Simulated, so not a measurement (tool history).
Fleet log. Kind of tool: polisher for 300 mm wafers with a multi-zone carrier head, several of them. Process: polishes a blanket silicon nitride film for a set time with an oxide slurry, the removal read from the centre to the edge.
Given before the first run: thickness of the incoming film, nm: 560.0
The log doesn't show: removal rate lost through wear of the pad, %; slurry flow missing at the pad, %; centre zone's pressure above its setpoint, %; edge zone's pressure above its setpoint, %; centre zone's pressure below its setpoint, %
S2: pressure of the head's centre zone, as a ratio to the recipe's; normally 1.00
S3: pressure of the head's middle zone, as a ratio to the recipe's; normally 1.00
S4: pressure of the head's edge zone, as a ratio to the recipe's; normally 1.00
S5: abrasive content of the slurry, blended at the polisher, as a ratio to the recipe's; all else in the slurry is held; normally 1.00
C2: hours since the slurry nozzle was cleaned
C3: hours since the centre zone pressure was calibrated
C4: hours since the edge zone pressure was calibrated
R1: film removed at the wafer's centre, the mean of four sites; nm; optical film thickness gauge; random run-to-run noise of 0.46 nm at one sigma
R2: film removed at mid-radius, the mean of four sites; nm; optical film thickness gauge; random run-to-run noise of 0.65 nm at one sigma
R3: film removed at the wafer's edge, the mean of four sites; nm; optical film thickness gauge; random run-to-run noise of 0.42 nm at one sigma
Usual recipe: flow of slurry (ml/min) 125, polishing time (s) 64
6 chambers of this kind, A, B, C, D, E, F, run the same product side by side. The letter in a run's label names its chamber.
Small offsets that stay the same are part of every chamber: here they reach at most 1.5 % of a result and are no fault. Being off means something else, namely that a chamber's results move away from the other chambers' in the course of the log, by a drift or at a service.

At hour 3.5: chamber F: centre zone pressure recalibrated.
Run 1B, hour 4.3: usual settings; wafers polished on this pad 955; C2 13.9; C3 290.6; C4 206.0. Result: R1 46.441 nm, R2 46.435 nm, R3 47.200 nm.
Run 2A, hour 8.7: usual settings; wafers polished on this pad 676; C2 61.2; C3 1053.1; C4 303.0. Result: R1 46.376 nm, R2 46.861 nm, R3 45.911 nm.
At hour 10.6: chamber B: worn pad replaced by a new one.
Run 3C, hour 13.9: usual settings; wafers polished on this pad 420; C2 659.8; C3 211.7; C4 481.2. Result: R1 45.907 nm, R2 46.532 nm, R3 45.462 nm.
Run 4D, hour 18.0: usual settings; wafers polished on this pad 843; C2 526.7; C3 835.2; C4 442.8. Result: R1 46.197 nm, R2 46.078 nm, R3 45.484 nm.
At hour 21.1: chamber C: worn pad replaced by a new one.
Run 5F, hour 24.0: usual settings; wafers polished on this pad 1326; C2 252.1; C3 20.6; C4 663.3. Result: R1 46.269 nm, R2 45.897 nm, R3 46.591 nm.
At hour 27.8: chamber D: edge zone pressure recalibrated.
At hour 28.1: chamber D: worn pad replaced by a new one.
Run 6E, hour 29.8: usual settings but S2 0.94, S5 1.25; wafers polished on this pad 351; C2 553.8; C3 231.2; C4 929.1. Result: R1 46.896 nm, R2 51.835 nm, R3 50.101 nm.
Run 7C, hour 34.7: usual settings but S2 0.94, S5 1.25; wafers polished on this pad 155; C2 680.6; C3 232.5; C4 502.0. Result: R1 47.471 nm, R2 50.644 nm, R3 50.671 nm.
Run 8E, hour 38.5: usual settings but S2 0.94, S5 1.25; wafers polished on this pad 450; C2 562.5; C3 239.9; C4 937.8. Result: R1 47.690 nm, R2 50.681 nm, R3 50.877 nm.
At hour 39.1: chamber F: worn pad replaced by a new one.
At hour 43.0: chamber C: edge zone pressure recalibrated.
Run 9F, hour 43.0: usual settings but S2 0.94, S5 1.25; wafers polished on this pad 45; C2 271.1; C3 39.6; C4 682.3. Result: R1 47.478 nm, R2 50.037 nm, R3 50.782 nm.
Run 10A, hour 48.5: usual settings but S2 0.94, S5 1.25; wafers polished on this pad 1131; C2 101.0; C3 1092.9; C4 342.8. Result: R1 48.118 nm, R2 50.680 nm, R3 50.112 nm.
Run 11D, hour 52.1: usual settings but S2 0.94, S5 1.25; wafers polished on this pad 274; C2 560.8; C3 869.3; C4 24.3. Result: R1 46.897 nm, R2 50.780 nm, R3 50.203 nm.
Run 12B, hour 55.7: usual settings; wafers polished on this pad 516; C2 65.3; C3 342.0; C4 257.4. Result: R1 46.335 nm, R2 45.554 nm, R3 46.452 nm.
Run 13C, hour 61.3: usual settings; wafers polished on this pad 459; C2 707.2; C3 259.1; C4 18.4. Result: R1 46.083 nm, R2 46.362 nm, R3 45.698 nm.
Run 14D, hour 67.8: usual settings; wafers polished on this pad 454; C2 576.5; C3 885.0; C4 40.0. Result: R1 46.285 nm, R2 45.449 nm, R3 45.603 nm.
At hour 69.7: chamber C: worn pad replaced by a new one.
At hour 70.9: chamber A: worn pad replaced by a new one.
Run 15B, hour 72.4: usual settings but S5 1.15; wafers polished on this pad 707; C2 82.0; C3 358.7; C4 274.1. Result: R1 49.202 nm, R2 49.089 nm, R3 49.065 nm.
At hour 74.3: chamber A: edge zone pressure recalibrated.
Run 16A, hour 77.8: usual settings but S5 1.15; wafers polished on this pad 79; C2 130.3; C3 1122.2; C4 3.6. Result: R1 49.673 nm, R2 49.269 nm, R3 49.438 nm.
Run 17E, hour 83.1: usual settings but S5 1.15; wafers polished on this pad 960; C2 607.1; C3 284.5; C4 982.4. Result: R1 48.752 nm, R2 49.204 nm, R3 49.064 nm.
Run 18F, hour 87.0: usual settings but S5 1.15; wafers polished on this pad 548; C2 315.1; C3 83.6; C4 726.3. Result: R1 49.761 nm, R2 49.382 nm, R3 49.448 nm.
Run 19E, hour 92.7: usual settings but S5 1.15; wafers polished on this pad 1070; C2 616.7; C3 294.1; C4 992.0. Result: R1 48.485 nm, R2 47.988 nm, R3 48.924 nm.
At hour 96.4: chamber D: worn pad replaced by a new one.
At hour 96.9: chamber E: worn pad replaced by a new one.
Run 20D, hour 99.5: usual settings but S5 1.15; wafers polished on this pad 36; C2 608.2; C3 916.7; C4 71.7. Result: R1 49.233 nm, R2 49.176 nm, R3 49.009 nm.
At hour 103.5: chamber B: worn pad replaced by a new one.
Run 21A, hour 103.9: usual settings; wafers polished on this pad 378; C2 156.4; C3 1148.3; C4 29.7. Result: R1 47.839 nm, R2 46.753 nm, R3 46.305 nm.
Run 22C, hour 108.9: usual settings; wafers polished on this pad 448; C2 754.8; C3 306.7; C4 66.0. Result: R1 46.573 nm, R2 46.357 nm, R3 46.236 nm.
Run 23B, hour 115.0: usual settings but S5 1.20, polishing time (s) 85; wafers polished on this pad 132; C2 124.6; C3 401.3; C4 316.7. Result: R1 66.740 nm, R2 65.557 nm, R3 66.353 nm.
Run 24F, hour 118.3: usual settings but S5 1.20, polishing time (s) 85; wafers polished on this pad 906; C2 346.4; C3 114.9; C4 757.6. Result: R1 66.236 nm, R2 65.161 nm, R3 65.840 nm.
Run 25C, hour 124.8: usual settings but S5 1.20, polishing time (s) 85; wafers polished on this pad 630; C2 770.7; C3 322.6; C4 81.9. Result: R1 66.005 nm, R2 63.940 nm, R3 65.783 nm.
At hour 126.7: chamber C: worn pad replaced by a new one.
Run 26F, hour 129.3: usual settings but S5 1.20, polishing time (s) 85; wafers polished on this pad 1032; C2 357.4; C3 125.9; C4 768.6. Result: R1 66.774 nm, R2 64.311 nm, R3 66.515 nm.
Run 27E, hour 133.4: usual settings but S5 1.20, polishing time (s) 85; wafers polished on this pad 417; C2 657.4; C3 334.8; C4 1032.7. Result: R1 66.342 nm, R2 65.031 nm, R3 66.096 nm.
Run 28B, hour 139.1: usual settings but S5 1.20, polishing time (s) 85; wafers polished on this pad 407; C2 148.7; C3 425.4; C4 340.8. Result: R1 65.512 nm, R2 65.205 nm, R3 66.407 nm.
Run 29D, hour 144.8: usual settings; wafers polished on this pad 554; C2 653.5; C3 962.0; C4 117.0. Result: R1 45.764 nm, R2 46.458 nm, R3 46.267 nm.
At hour 145.0: chamber E: centre zone pressure recalibrated.
Run 30A, hour 150.0: usual settings; wafers polished on this pad 905; C2 202.5; C3 1194.4; C4 75.8. Result: R1 47.132 nm, R2 46.439 nm, R3 45.890 nm.
At hour 151.4: chamber F: worn pad replaced by a new one.
Run 31C, hour 156.4: usual settings; wafers polished on this pad 339; C2 802.3; C3 354.2; C4 113.5. Result: R1 45.452 nm, R2 46.520 nm, R3 46.013 nm.
Run 32D, hour 160.2: usual settings; wafers polished on this pad 730; C2 668.9; C3 977.4; C4 132.4. Result: R1 46.526 nm, R2 45.731 nm, R3 45.847 nm.
Run 33E, hour 164.5: usual settings; wafers polished on this pad 773; C2 688.5; C3 19.6; C4 1063.8. Result: R1 45.988 nm, R2 44.648 nm, R3 46.102 nm.
Run 34F, hour 168.2: usual settings; wafers polished on this pad 192; C2 396.3; C3 164.8; C4 807.5. Result: R1 46.393 nm, R2 46.201 nm, R3 45.956 nm.
Run 35B, hour 174.2: usual settings; wafers polished on this pad 809; C2 183.8; C3 460.5; C4 375.9. Result: R1 45.943 nm, R2 46.507 nm, R3 45.515 nm.
Run 36A, hour 178.8: usual settings but S2 0.91, S3 0.96; wafers polished on this pad 1234; C2 231.3; C3 1223.2; C4 104.6. Result: R1 42.170 nm, R2 43.726 nm, R3 45.566 nm.
Run 37E, hour 183.2: usual settings but S2 0.91, S3 0.96; wafers polished on this pad 987; C2 707.2; C3 38.3; C4 1082.5. Result: R1 40.568 nm, R2 43.972 nm, R3 46.755 nm.
Run 38F, hour 188.1: usual settings but S2 0.91, S3 0.96; wafers polished on this pad 420; C2 416.2; C3 184.7; C4 827.4. Result: R1 42.073 nm, R2 43.012 nm, R3 45.717 nm.

For the next run the whole fleet of 6 chambers uses the same settings. Give each chamber's results:
Run 39A, hour 193.1: usual settings but S4 1.06. Result: R1 ?, R2 ?, R3 ?.
Run 39B, hour 193.1: usual settings but S4 1.06. Result: R1 ?, R2 ?, R3 ?.
Run 39C, hour 193.1: usual settings but S4 1.06. Result: R1 ?, R2 ?, R3 ?.
Run 39D, hour 193.1: usual settings but S4 1.06. Result: R1 ?, R2 ?, R3 ?.
Run 39E, hour 193.1: usual settings but S4 1.06. Result: R1 ?, R2 ?, R3 ?.
Run 39F, hour 193.1: usual settings but S4 1.06. Result: R1 ?, R2 ?, R3 ?.

run      R1      R2      R3
39A  47.842  46.111  47.465
39B  45.693  46.875  48.356
39C  46.119  45.391  47.382
39D  45.720  46.525  46.688
39E  47.046  46.422  47.585
39F  46.788  45.051  47.849
